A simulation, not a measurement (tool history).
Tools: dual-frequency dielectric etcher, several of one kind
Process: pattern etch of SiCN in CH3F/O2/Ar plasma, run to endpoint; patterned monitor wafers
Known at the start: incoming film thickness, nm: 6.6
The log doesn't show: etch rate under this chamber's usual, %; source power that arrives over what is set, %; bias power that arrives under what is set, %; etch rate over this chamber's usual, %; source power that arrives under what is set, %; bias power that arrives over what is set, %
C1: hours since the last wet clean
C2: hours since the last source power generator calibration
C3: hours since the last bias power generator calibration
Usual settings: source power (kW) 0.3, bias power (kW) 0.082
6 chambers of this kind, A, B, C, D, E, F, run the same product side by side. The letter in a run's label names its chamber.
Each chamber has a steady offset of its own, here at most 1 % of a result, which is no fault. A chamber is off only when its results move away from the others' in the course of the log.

{"day": 0.158, "done": "chamber C: bias power generator calibrated"}
{"run": "1F", "day": 0.238, "source power (kW)": 0.3, "bias power (kW)": 0.082, "C1": 463.3, "C2": 886.6, "C3": 1723.6, "endpoint time (s)": 18.499}
{"run": "2C", "day": 0.383, "source power (kW)": 0.3, "bias power (kW)": 0.082, "C1": 276.7, "C2": 1749, "C3": 5.5, "endpoint time (s)": 18.757}
{"day": 0.608, "done": "chamber D: wet clean of the chamber"}
{"run": "3E", "day": 0.65, "source power (kW)": 0.3, "bias power (kW)": 0.082, "C1": 330.4, "C2": 1133.7, "C3": 2389.1, "endpoint time (s)": 18.685}
{"run": "4D", "day": 0.817, "source power (kW)": 0.3, "bias power (kW)": 0.082, "C1": 5.1, "C2": 2584.8, "C3": 71, "endpoint time (s)": 18.644}
{"run": "5A", "day": 1.079, "source power (kW)": 0.3, "bias power (kW)": 0.082, "C1": 200.2, "C2": 621.3, "C3": 3467.4, "endpoint time (s)": 18.647}
{"day": 1.179, "done": "chamber F: wet clean of the chamber"}
{"run": "6B", "day": 1.3, "source power (kW)": 0.3, "bias power (kW)": 0.082, "C1": 498.5, "C2": 2477.3, "C3": 432, "endpoint time (s)": 18.862}
{"run": "7B", "day": 1.554, "source power (kW)": 0.3, "bias power (kW)": 0.082, "C1": 504.6, "C2": 2483.4, "C3": 438.1, "endpoint time (s)": 18.831}
{"run": "8A", "day": 1.712, "source power (kW)": 0.3, "bias power (kW)": 0.082, "C1": 215.4, "C2": 636.5, "C3": 3482.6, "endpoint time (s)": 18.813}
{"run": "9D", "day": 1.971, "source power (kW)": 0.3, "bias power (kW)": 0.082, "C1": 32.8, "C2": 2612.5, "C3": 98.7, "endpoint time (s)": 18.631}
{"run": "10E", "day": 2.188, "source power (kW)": 0.3, "bias power (kW)": 0.082, "C1": 367.3, "C2": 1170.6, "C3": 2426, "endpoint time (s)": 18.845}
{"run": "11C", "day": 2.417, "source power (kW)": 0.3, "bias power (kW)": 0.082, "C1": 325.5, "C2": 1797.8, "C3": 54.3, "endpoint time (s)": 18.915}
{"day": 2.538, "done": "chamber B: wet clean of the chamber"}
{"day": 2.554, "done": "chamber C: wet clean of the chamber"}
{"run": "12F", "day": 2.583, "source power (kW)": 0.3, "bias power (kW)": 0.082, "C1": 33.8, "C2": 942.9, "C3": 1779.9, "endpoint time (s)": 18.472}
{"run": "13D", "day": 2.717, "source power (kW)": 0.3, "bias power (kW)": 0.082, "C1": 50.7, "C2": 2630.4, "C3": 116.6, "endpoint time (s)": 18.708}
{"run": "14F", "day": 2.962, "source power (kW)": 0.3, "bias power (kW)": 0.082, "C1": 42.9, "C2": 952, "C3": 1789, "endpoint time (s)": 18.524}
{"run": "15B", "day": 3.108, "source power (kW)": 0.3, "bias power (kW)": 0.082, "C1": 13.8, "C2": 2520.7, "C3": 475.4, "endpoint time (s)": 18.888}
{"run": "16C", "day": 3.283, "source power (kW)": 0.3, "bias power (kW)": 0.082, "C1": 17.5, "C2": 1818.6, "C3": 75.1, "endpoint time (s)": 18.77}
{"run": "17E", "day": 3.467, "source power (kW)": 0.33, "bias power (kW)": 0.082, "C1": 398, "C2": 1201.3, "C3": 2456.7, "endpoint time (s)": 18.119}
{"run": "18A", "day": 3.65, "source power (kW)": 0.33, "bias power (kW)": 0.082, "C1": 261.9, "C2": 683, "C3": 3529.1, "endpoint time (s)": 18.213}
{"run": "19D", "day": 3.833, "source power (kW)": 0.33, "bias power (kW)": 0.082, "C1": 77.5, "C2": 2657.2, "C3": 143.4, "endpoint time (s)": 18.076}
{"run": "20B", "day": 4.067, "source power (kW)": 0.33, "bias power (kW)": 0.082, "C1": 36.8, "C2": 2543.7, "C3": 498.4, "endpoint time (s)": 18.203}
{"run": "21C", "day": 4.262, "source power (kW)": 0.33, "bias power (kW)": 0.082, "C1": 41, "C2": 1842.1, "C3": 98.6, "endpoint time (s)": 18.054}
{"run": "22A", "day": 4.425, "source power (kW)": 0.33, "bias power (kW)": 0.082, "C1": 280.5, "C2": 701.6, "C3": 3547.7, "endpoint time (s)": 18.246}
{"run": "23F", "day": 4.612, "source power (kW)": 0.3, "bias power (kW)": 0.082, "C1": 82.5, "C2": 991.6, "C3": 1828.6, "endpoint time (s)": 18.468}
{"run": "24E", "day": 4.829, "source power (kW)": 0.3, "bias power (kW)": 0.082, "C1": 430.7, "C2": 1234, "C3": 2489.4, "endpoint time (s)": 18.714}
{"run": "25D", "day": 5.05, "source power (kW)": 0.3, "bias power (kW)": 0.082, "C1": 106.7, "C2": 2686.4, "C3": 172.6, "endpoint time (s)": 18.711}
{"run": "26B", "day": 5.196, "source power (kW)": 0.3, "bias power (kW)": 0.082, "C1": 63.9, "C2": 2570.8, "C3": 525.5, "endpoint time (s)": 18.918}
{"run": "27C", "day": 5.462, "source power (kW)": 0.3, "bias power (kW)": 0.082, "C1": 69.8, "C2": 1870.9, "C3": 127.4, "endpoint time (s)": 18.739}
{"run": "28F", "day": 5.708, "source power (kW)": 0.3, "bias power (kW)": 0.082, "C1": 108.8, "C2": 1017.9, "C3": 1854.9, "endpoint time (s)": 18.443}
{"run": "29E", "day": 5.95, "source power (kW)": 0.3, "bias power (kW)": 0.082, "C1": 457.6, "C2": 1260.9, "C3": 2516.3, "endpoint time (s)": 18.82}
{"run": "30A", "day": 6.079, "source power (kW)": 0.3, "bias power (kW)": 0.082, "C1": 320.2, "C2": 741.3, "C3": 3587.4, "endpoint time (s)": 19.019}
{"run": "31A", "day": 6.304, "source power (kW)": 0.3, "bias power (kW)": 0.082, "C1": 325.6, "C2": 746.7, "C3": 3592.8, "endpoint time (s)": 19.122}
{"run": "32C", "day": 6.45, "source power (kW)": 0.3, "bias power (kW)": 0.082, "C1": 93.5, "C2": 1894.6, "C3": 151.1, "endpoint time (s)": 18.793}
{"run": "33D", "day": 6.65, "source power (kW)": 0.3, "bias power (kW)": 0.082, "C1": 145.1, "C2": 2724.8, "C3": 211, "endpoint time (s)": 18.849}
{"run": "34F", "day": 6.9, "source power (kW)": 0.3, "bias power (kW)": 0.082, "C1": 137.4, "C2": 1046.5, "C3": 1883.5, "endpoint time (s)": 18.589}
{"run": "35E", "day": 7.15, "source power (kW)": 0.3, "bias power (kW)": 0.082, "C1": 486.4, "C2": 1289.7, "C3": 2545.1, "endpoint time (s)": 18.681}
{"run": "36B", "day": 7.412, "source power (kW)": 0.3, "bias power (kW)": 0.082, "C1": 117.1, "C2": 2624, "C3": 578.7, "endpoint time (s)": 18.811}
{"run": "37A", "day": 7.671, "source power (kW)": 0.3, "bias power (kW)": 0.082, "C1": 358.4, "C2": 779.5, "C3": 3625.6, "endpoint time (s)": 19.269}
{"run": "38D", "day": 7.838, "source power (kW)": 0.3, "bias power (kW)": 0.082, "C1": 173.6, "C2": 2753.3, "C3": 239.5, "endpoint time (s)": 18.608}
{"run": "39F", "day": 8.071, "source power (kW)": 0.3, "bias power (kW)": 0.082, "C1": 165.5, "C2": 1074.6, "C3": 1911.6, "endpoint time (s)": 18.581}
{"run": "40C", "day": 8.254, "source power (kW)": 0.3, "bias power (kW)": 0.082, "C1": 136.8, "C2": 1937.9, "C3": 194.4, "endpoint time (s)": 18.857}
{"run": "41B", "day": 8.396, "source power (kW)": 0.3, "bias power (kW)": 0.082, "C1": 140.7, "C2": 2647.6, "C3": 602.3, "endpoint time (s)": 18.817}
{"run": "42E", "day": 8.542, "source power (kW)": 0.3, "bias power (kW)": 0.082, "C1": 519.8, "C2": 1323.1, "C3": 2578.5, "endpoint time (s)": 18.768}
{"run": "43F", "day": 8.662, "source power (kW)": 0.3, "bias power (kW)": 0.082, "C1": 179.7, "C2": 1088.8, "C3": 1925.8, "endpoint time (s)": 18.495}
{"run": "44A", "day": 8.846, "source power (kW)": 0.3, "bias power (kW)": 0.082, "C1": 386.6, "C2": 807.7, "C3": 3653.8, "endpoint time (s)": 19.403}

Is one chamber off against the others, does the gauge drift, or is nothing wrong? If a chamber is off, say which, and what the likeliest cause is.

Chamber A drifts away from the others.
Cause: etch rate under this chamber's usual, % = 3.67.

Here are 4 candidates for chamber A's next run, each the usual settings with a change, their results left as question marks. Which one brings its results back in line with what the others give on the usual settings?
In line means no further than this from the other chambers' mean on the usual settings: endpoint time (s) 0.21
{"run": "45A-1", "day": 9.038, "source power (kW)": 0.31, "bias power (kW)": 0.082, "endpoint time (s)": "?"}
{"run": "45A-2", "day": 9.038, "source power (kW)": 0.27, "bias power (kW)": 0.082, "endpoint time (s)": "?"}
{"run": "45A-3", "day": 9.038, "source power (kW)": 0.3, "bias power (kW)": 0.09, "endpoint time (s)": "?"}
{"run": "45A-4", "day": 9.038, "source power (kW)": 0.29, "bias power (kW)": 0.081, "endpoint time (s)": "?"}

The other chambers' mean on the usual settings: endpoint time (s) 18.727
run=45A-1 endpoint_time_(s)=19.196
run=45A-2 endpoint_time_(s)=20.187
run=45A-3 endpoint_time_(s)=18.764
run=45A-4 endpoint_time_(s)=19.758
45A-3 brings the chamber back in line.
